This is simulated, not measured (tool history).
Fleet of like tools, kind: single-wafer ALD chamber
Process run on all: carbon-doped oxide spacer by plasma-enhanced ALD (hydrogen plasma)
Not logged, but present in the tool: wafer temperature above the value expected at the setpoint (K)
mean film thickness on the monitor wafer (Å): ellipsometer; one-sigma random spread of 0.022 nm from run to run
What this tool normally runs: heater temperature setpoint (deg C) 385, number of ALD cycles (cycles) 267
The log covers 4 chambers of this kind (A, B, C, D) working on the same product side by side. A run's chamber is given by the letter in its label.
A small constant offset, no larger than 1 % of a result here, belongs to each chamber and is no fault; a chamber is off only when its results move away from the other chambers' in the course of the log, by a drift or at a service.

| run | day | heater temperature setpoint (deg C) | number of ALD cycles (cycles) | hours since the last thermocouple change | read-back reference wafer on the same gauge, thickness_nm | mean film thickness on the monitor wafer (Å) |
|---|---|---|---|---|---|---|
| 1A | 0.121 | 385 | 267 | 2892.6 | 14.998 | 133.32 |
| 2D | 0.246 | 385 | 267 | 725.6 | 15.001 | 133.04 |
| 3C | 0.379 | 385 | 267 | 1073.3 | 14.996 | 132.62 |
| 4B | 0.496 | 385 | 267 | 453.1 | 14.995 | 134.37 |
| 5C | 0.621 | 374 | 309 | 1079.1 | 14.994 | 153.75 |
| 6B | 0.783 | 374 | 309 | 460.0 | 14.995 | 154.89 |
| 7D | 0.954 | 374 | 309 | 742.6 | 14.984 | 153.91 |
| 8A | 1.200 | 374 | 309 | 2918.5 | 14.985 | 154.75 |
| 9A | 1.388 | 385 | 267 | 2923.0 | 14.978 | 133.68 |
| 10D | 1.550 | 397 | 311 | 756.9 | 14.983 | 154.78 |
| 11B | 1.675 | 397 | 311 | 481.4 | 14.982 | 155.59 |
| 12C | 1.900 | 397 | 311 | 1109.8 | 14.969 | 154.66 |
| 13C | 2.071 | 397 | 311 | 1113.9 | 14.970 | 154.45 |
| 14B | 2.179 | 385 | 267 | 493.5 | 14.975 | 134.06 |
| 15D | 2.417 | 385 | 267 | 777.7 | 14.971 | 132.91 |
| 16A | 2.633 | 385 | 267 | 2952.9 | 14.970 | 133.73 |
| 17B | 2.829 | 385 | 318 | 509.1 | 14.958 | 159.02 |
| 18D | 2.992 | 385 | 318 | 791.5 | 14.968 | 158.43 |
| 19A | 3.212 | 385 | 318 | 2966.8 | 14.957 | 158.93 |
| 20C | 3.433 | 385 | 318 | 1146.6 | 14.948 | 157.18 |
| 21A | 3.654 | 385 | 267 | 2977.4 | 14.952 | 133.20 |
| 22B | 3.821 | 385 | 267 | 532.9 | 14.946 | 133.78 |
| 23D | 4.075 | 385 | 267 | 817.5 | 14.941 | 132.72 |
| 24C | 4.312 | 385 | 267 | 1167.7 | 14.940 | 132.40 |
| 25A | 4.433 | 385 | 267 | 2996.1 | 14.947 | 133.20 |
| 26B | 4.596 | 385 | 217 | 551.5 | 14.941 | 108.44 |
| 27D | 4.833 | 385 | 217 | 835.7 | 14.941 | 107.44 |
| 28C | 5.046 | 385 | 217 | 1185.3 | 14.938 | 107.17 |
| 29A | 5.175 | 385 | 217 | 3013.9 | 14.928 | 108.34 |
| 30D | 5.367 | 385 | 267 | 848.5 | 14.927 | 132.57 |
| 31C | 5.592 | 385 | 267 | 1198.4 | 14.932 | 132.07 |
| 32B | 5.750 | 385 | 267 | 579.2 | 14.926 | 133.82 |
| 33C | 6.000 | 385 | 267 | 1208.2 | 14.925 | 132.08 |
| 34B | 6.117 | 385 | 267 | 588.0 | 14.928 | 133.70 |
| 35D | 6.288 | 385 | 267 | 870.6 | 14.921 | 132.49 |
| 36A | 6.479 | 385 | 267 | 3045.2 | 14.919 | 133.11 |
| 37A | 6.608 | 385 | 267 | 3048.3 | 14.915 | 133.01 |
| 38B | 6.746 | 385 | 267 | 603.1 | 14.906 | 133.55 |
| 39D | 6.925 | 385 | 216 | 885.9 | 14.914 | 106.92 |
| 40C | 7.167 | 385 | 216 | 1236.2 | 14.903 | 106.84 |
| 41B | 7.354 | 385 | 216 | 617.7 | 14.905 | 107.99 |
| 42A | 7.500 | 385 | 216 | 3069.7 | 14.902 | 107.47 |
| 43D | 7.629 | 385 | 267 | 902.8 | 14.900 | 132.50 |
| 44C | 7.792 | 385 | 267 | 1251.2 | 14.898 | 131.24 |

Is one chamber out of step, is the gauge drifting, or do the chambers differ by no more than their own small offsets? For an off chamber, give its letter and the likeliest cause.

The shared gauge is drifting. All chambers look as if they move in step, but none is off.
Most likely cause: gauge reads low (%) = 0.68.

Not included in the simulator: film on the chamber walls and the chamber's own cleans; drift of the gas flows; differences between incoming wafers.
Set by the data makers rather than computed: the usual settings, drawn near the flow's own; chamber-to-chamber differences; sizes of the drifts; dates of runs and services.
